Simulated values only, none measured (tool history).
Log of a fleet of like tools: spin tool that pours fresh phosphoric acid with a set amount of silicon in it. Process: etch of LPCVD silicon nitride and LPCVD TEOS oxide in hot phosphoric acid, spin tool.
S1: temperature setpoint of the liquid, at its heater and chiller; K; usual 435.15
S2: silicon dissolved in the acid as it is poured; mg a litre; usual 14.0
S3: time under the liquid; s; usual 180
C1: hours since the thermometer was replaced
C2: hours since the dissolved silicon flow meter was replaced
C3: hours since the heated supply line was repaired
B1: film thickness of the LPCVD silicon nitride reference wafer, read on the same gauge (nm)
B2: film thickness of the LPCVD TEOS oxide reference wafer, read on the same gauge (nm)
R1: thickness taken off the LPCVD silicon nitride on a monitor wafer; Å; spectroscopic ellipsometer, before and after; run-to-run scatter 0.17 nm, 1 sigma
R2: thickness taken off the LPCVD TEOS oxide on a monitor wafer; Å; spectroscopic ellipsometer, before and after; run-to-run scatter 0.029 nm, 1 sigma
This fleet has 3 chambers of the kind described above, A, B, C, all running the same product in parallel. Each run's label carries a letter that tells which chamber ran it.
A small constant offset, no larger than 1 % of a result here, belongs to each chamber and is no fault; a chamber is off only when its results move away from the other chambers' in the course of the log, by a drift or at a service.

run	hour	S1	S2	S3	C1	C2	C3	B1	B2	R1	R2
1B	7.5	435.15	14.0	180	204.9	743.7	2309.0	110.03	129.99	166.560	3.2337
2A	13.9	435.15	14.0	180	1694.8	483.0	981.7	109.98	130.00	168.340	3.4502
3C	25.4	435.15	14.0	180	610.3	122.5	856.3	109.99	129.99	165.630	3.5140
4C	36.3	435.15	14.0	180	621.2	133.4	867.2	110.02	129.99	167.720	3.5970
5A	48.2	435.15	14.0	80	1729.1	517.3	1016.0	109.98	129.98	73.000	1.3421
6B	54.5	435.15	14.0	80	251.9	790.7	2356.0	109.98	130.03	72.732	1.5774
7B	64.5	435.15	14.0	80	261.9	800.7	2366.0	110.02	130.00	73.247	1.3727
8C	75.6	435.15	14.0	180	660.5	172.7	906.5	109.99	130.00	166.860	3.6274
9A	85.4	435.15	14.0	180	1766.3	554.5	1053.2	109.98	129.97	164.400	3.4966
10B	97.1	437.15	14.0	180	294.5	833.3	2398.6	110.00	130.00	176.100	4.2000
11A	104.5	437.15	14.0	180	1785.4	573.6	1072.3	110.00	130.02	170.680	3.0384
12C	113.1	437.15	14.0	180	698.0	210.2	944.0	109.98	129.99	178.690	4.1805
13B	122.9	435.15	14.0	180	320.3	859.1	2424.4	110.01	130.00	163.410	3.0422
14A	129.0	435.15	14.0	180	1809.9	598.1	1096.8	109.97	130.01	161.060	3.2727
15C	141.2	435.15	14.0	180	726.1	238.3	972.1	110.01	129.98	167.320	3.0908
16B	147.7	435.15	14.0	180	345.1	883.9	2449.2	109.99	129.99	169.120	3.9269
17C	156.9	435.15	14.0	180	741.8	254.0	987.8	110.00	130.00	164.320	3.1732
18A	169.1	435.15	14.0	180	1850.0	638.2	1136.9	109.98	129.98	155.930	3.2009
19C	182.5	435.15	14.0	180	767.4	279.6	1013.4	110.01	130.00	164.610	3.1397
20B	194.5	435.15	14.0	180	391.9	930.7	2496.0	109.98	130.01	165.980	3.3970
21A	201.1	435.15	17.5	180	1882.0	670.2	1168.9	110.00	129.99	153.270	2.6873
22A	209.4	435.15	17.5	180	1890.3	678.5	1177.2	110.00	130.00	149.880	2.3268
23C	215.6	435.15	17.5	180	800.5	312.7	1046.5	109.99	129.99	166.030	3.1975
24B	228.2	435.15	14.0	180	425.6	964.4	2529.7	110.00	129.99	164.300	3.7469
25A	235.5	435.15	14.0	180	1916.4	704.6	1203.3	109.99	129.99	147.830	2.3475

Is one chamber out of step, is the gauge drifting, or do the chambers differ by no more than their own small offsets? For an off chamber, give its letter and the likeliest cause.

Little by little, chamber A moves away from the other chambers.
What lies behind it: temperature lost on the way to the wafer (K) = 3.97.

Here are 4 candidates for chamber A's next run, each the usual settings with a change, their results left as question marks. Which one brings its results back in line with what the others give on the usual settings?
In-line tolerance around the mean of the other chambers on the usual settings: R1 5.800 Å; R2 1.0000 Å
26A-1	245.2	435.65	12.0	185						?	?
26A-2	245.2	434.65	16.0	175						?	?
26A-3	245.2	434.15	19.5	165						?	?
26A-4	245.2	436.15	8.5	195						?	?

Other chambers, usual settings, mean: R1 166.070 Å; R2 3.3785 Å
run	R1	R2
26A-1	153.400	2.9671
26A-2	140.360	2.3658
26A-3	130.110	1.9612
26A-4	164.390	3.5003
26A-4 puts the chamber back in line with the other chambers.
